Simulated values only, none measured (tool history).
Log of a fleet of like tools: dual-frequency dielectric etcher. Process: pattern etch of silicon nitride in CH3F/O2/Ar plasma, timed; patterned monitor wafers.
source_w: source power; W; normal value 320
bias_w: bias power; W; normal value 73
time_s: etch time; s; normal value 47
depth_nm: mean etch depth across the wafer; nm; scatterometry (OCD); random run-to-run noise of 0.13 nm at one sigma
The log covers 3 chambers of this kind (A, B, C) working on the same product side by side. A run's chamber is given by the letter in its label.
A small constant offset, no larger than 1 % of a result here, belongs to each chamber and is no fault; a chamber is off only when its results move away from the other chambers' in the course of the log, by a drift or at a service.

run,day,source_w,bias_w,time_s,"read-back reference wafer on the same gauge, depth_nm",depth_nm
1B,0.217,320,73,47,33.799,30.618
2A,0.396,320,73,47,33.781,30.46
3C,0.617,320,73,47,33.82,30.614
4C,0.754,320,73,47,33.838,30.235
5B,1.038,320,73,47,33.839,30.634
6A,1.221,320,73,47,33.812,30.31
7B,1.375,320,73,47,33.819,30.497
8C,1.617,320,73,47,33.806,30.184
9A,1.804,320,73,47,33.792,30.575
10A,2.054,370,56,47,33.77,29.301
11C,2.246,370,56,47,33.797,29.212
12B,2.429,370,56,47,33.804,29.682
13C,2.646,320,73,47,33.806,30.208
14A,2.858,320,73,47,33.773,30.534
15B,3.021,320,73,47,33.792,30.741
# day 3.05: chamber C: source power generator calibrated
16C,3.175,320,73,47,33.784,29.935
17A,3.329,320,73,47,33.797,30.378
18B,3.533,320,73,47,33.816,30.767
19B,3.696,320,73,47,33.803,30.51
20C,3.975,320,73,47,33.827,29.848
21A,4.242,320,73,47,33.805,30.508
22A,4.383,320,73,47,33.809,30.397
23B,4.579,320,73,47,33.802,30.652
24C,4.733,320,73,47,33.838,29.823
25A,4.983,320,73,47,33.798,30.409
26B,5.2,320,73,47,33.816,30.676
27C,5.333,320,73,47,33.808,29.667
28C,5.471,320,73,47,33.767,29.565
29A,5.675,320,73,47,33.814,30.339
30B,5.858,320,73,47,33.796,30.501
31A,6.096,320,73,47,33.781,30.523
32C,6.354,320,73,47,33.813,29.54
33B,6.525,320,73,47,33.791,30.602
34B,6.729,260,80,47,33.798,29.473
35C,6.925,260,80,47,33.847,28.109
36A,7.171,260,80,47,33.799,28.857
37B,7.358,320,64,40,33.782,25.081
38C,7.521,320,64,40,33.772,23.702
39A,7.65,320,64,40,33.794,24.597
40B,7.875,320,73,47,33.817,30.657
41C,8.058,320,73,47,33.792,29.125
42A,8.283,320,73,47,33.791,30.363

Decide between three cases: one chamber stands off from its peers, the gauge reading all wafers drifts, or nothing is wrong past each chamber's small offset. Where a chamber is off, say which and what most likely put it there.

It is chamber C that slowly wanders off from its peers.
Likeliest cause: etch rate under this chamber's usual, % = 4.65.

Here are 4 candidates for chamber C's next run, each the usual settings with a change, their results left as question marks. Which one brings its results back in line with what the others give on the usual settings?
Allowed miss from the other chambers' usual-settings mean, per result, to count as in line: depth_nm 0.46 nm
43C-1,8.488,300,68,47,,?
43C-2,8.488,320,73,48,,?
43C-3,8.488,320,74,49,,?
43C-4,8.488,320,73,46,,?

Other chambers, usual settings, mean: depth_nm 30.538 nm
run,depth_nm
43C-1,27.579
43C-2,29.578
43C-3,30.339
43C-4,28.345
It is 43C-3 that realigns the chamber with its peers.
